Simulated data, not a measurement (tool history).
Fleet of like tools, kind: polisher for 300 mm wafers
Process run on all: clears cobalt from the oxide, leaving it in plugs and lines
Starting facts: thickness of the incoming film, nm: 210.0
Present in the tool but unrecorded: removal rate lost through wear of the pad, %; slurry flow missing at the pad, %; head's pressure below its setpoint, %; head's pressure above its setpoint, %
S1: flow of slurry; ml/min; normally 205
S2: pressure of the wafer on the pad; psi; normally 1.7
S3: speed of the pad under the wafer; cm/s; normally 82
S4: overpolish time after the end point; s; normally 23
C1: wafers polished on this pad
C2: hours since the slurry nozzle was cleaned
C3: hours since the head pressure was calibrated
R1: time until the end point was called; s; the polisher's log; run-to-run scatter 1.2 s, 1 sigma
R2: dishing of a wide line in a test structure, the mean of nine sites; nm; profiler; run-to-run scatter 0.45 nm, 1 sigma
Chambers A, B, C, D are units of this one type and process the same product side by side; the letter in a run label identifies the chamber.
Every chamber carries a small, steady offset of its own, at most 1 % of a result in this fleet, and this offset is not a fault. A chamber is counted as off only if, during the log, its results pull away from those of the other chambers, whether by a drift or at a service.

run     day   S1   S2  S3  S4    C1     C2     C3      R1      R2
      0.008  -- chamber C: worn pad replaced by a new one
 1C   0.346  205  1.7  82  23    78   58.5  324.7  64.812  37.749
      0.458  -- chamber C: head pressure recalibrated
 2B   0.771  205  1.7  82  23   650  227.4  585.2  66.375   38.18
 3A   1.154  205  1.7  82  23   867   46.9  653.8  66.021  38.841
 4D   1.475  205  1.7  82  23   816  236.7  114.1  65.357  39.232
 5B   1.833  205  1.7  82  23   897  252.9  610.7  63.905  38.029
      1.929  -- chamber B: worn pad replaced by a new one
      1.975  -- chamber D: worn pad replaced by a new one
 6D   2.146  205  1.7  82  23    40  252.8  130.2  64.996  38.764
 7C   2.517  205  1.7  82  23   585  110.6   49.5  65.657   38.61
      2.546  -- chamber A: worn pad replaced by a new one
 8A   2.904  205  1.7  82  23    83   88.9  695.8  66.446  38.415
 9D   3.129  205  1.7  82  23   269  276.4  153.8  66.427  38.368
10B   3.508  205  1.7  82  23   369  293.1  650.9  66.595  38.149
11A   3.721  205  1.7  82  23   274  108.5  715.4   65.81  37.623
12C   4.171  205  1.7  82  23   970  150.3   89.2  66.048  37.705
13D   4.392  205  1.7  82  23   564  306.7  184.1  66.068  38.347
14C   4.717  205  1.7  82  31  1098  163.4  102.3  66.055  42.171
      4.825  -- chamber C: worn pad replaced by a new one
15B   5.146  205  1.7  82  31   750  332.4  690.2  66.436  42.048
      5.421  -- chamber B: worn pad replaced by a new one
16A   5.467  205  1.7  82  31   681  150.4  757.3  65.758  42.255
17B   5.692  205  1.7  82  31    63  345.5  703.3  65.386  42.166
18A   5.962  245  1.5  82  23   796  162.3  769.2  71.411  37.286
19C   6.396  245  1.5  82  23   366  203.7  142.6  72.982  36.573
      6.625  -- chamber D: worn pad replaced by a new one
20D   6.779  245  1.5  82  23    36    364  241.4  71.838  36.566
21A   7.171  245  1.5  82  23  1078  191.3  798.2  73.312  36.455
      7.504  -- chamber B: slurry nozzle cleaned
22C   7.529  205  1.7  82  23   630  230.9  169.8  63.436  38.511
      7.746  -- chamber A: worn pad replaced by a new one
23D   7.808  205  1.7  82  23   276  388.7  266.1   65.21  38.147
24B   8.171  205  1.7  82  23   642   16.1  762.8  62.437  38.283
25C     8.4  205  1.7  82  23   833  251.8  190.7  64.422  38.205
26D   8.762  205  1.7  82  23   499  411.6    289  65.031  38.008
      8.979  -- chamber B: worn pad replaced by a new one
27A   9.167  205  1.7  82  23   332  239.2  846.1  64.149  37.207
28B   9.575  205  1.7  82  23   139   49.8  796.5  65.721  38.225
29C   9.838  205  1.7  82  23  1169  286.3  225.2  63.623   37.75
      9.892  -- chamber C: worn pad replaced by a new one
30B  10.304  205  1.7  82  23   309   67.3    814   66.57  38.074
31A    10.6  205  1.7  82  23   666  273.6  880.5  65.533  38.221
     10.829  -- chamber D: worn pad replaced by a new one
32D  10.896  205  1.7  82  23    15  462.8  340.2   64.13  38.282
33D  11.229  205  1.7  82  23    93  470.8  348.2  65.307  38.824
34B  11.508  205  1.7  82  23   590   96.2  842.9  65.119  38.269
35C  11.954  205  1.7  82  23   481  337.1    276   63.96  38.243

All chambers now run identical settings, listed one chamber a line with results as question marks. What results will each chamber show?
36A  12.296  205  1.7  82  23               ?   ?
36B  12.296  205  1.7  82  23               ?   ?
36C  12.296  205  1.7  82  23               ?   ?
36D  12.296  205  1.7  82  23               ?   ?

run      R1      R2
36A  64.756  38.044
36B  67.816  37.596
36C  65.115  38.787
36D  64.906  38.351
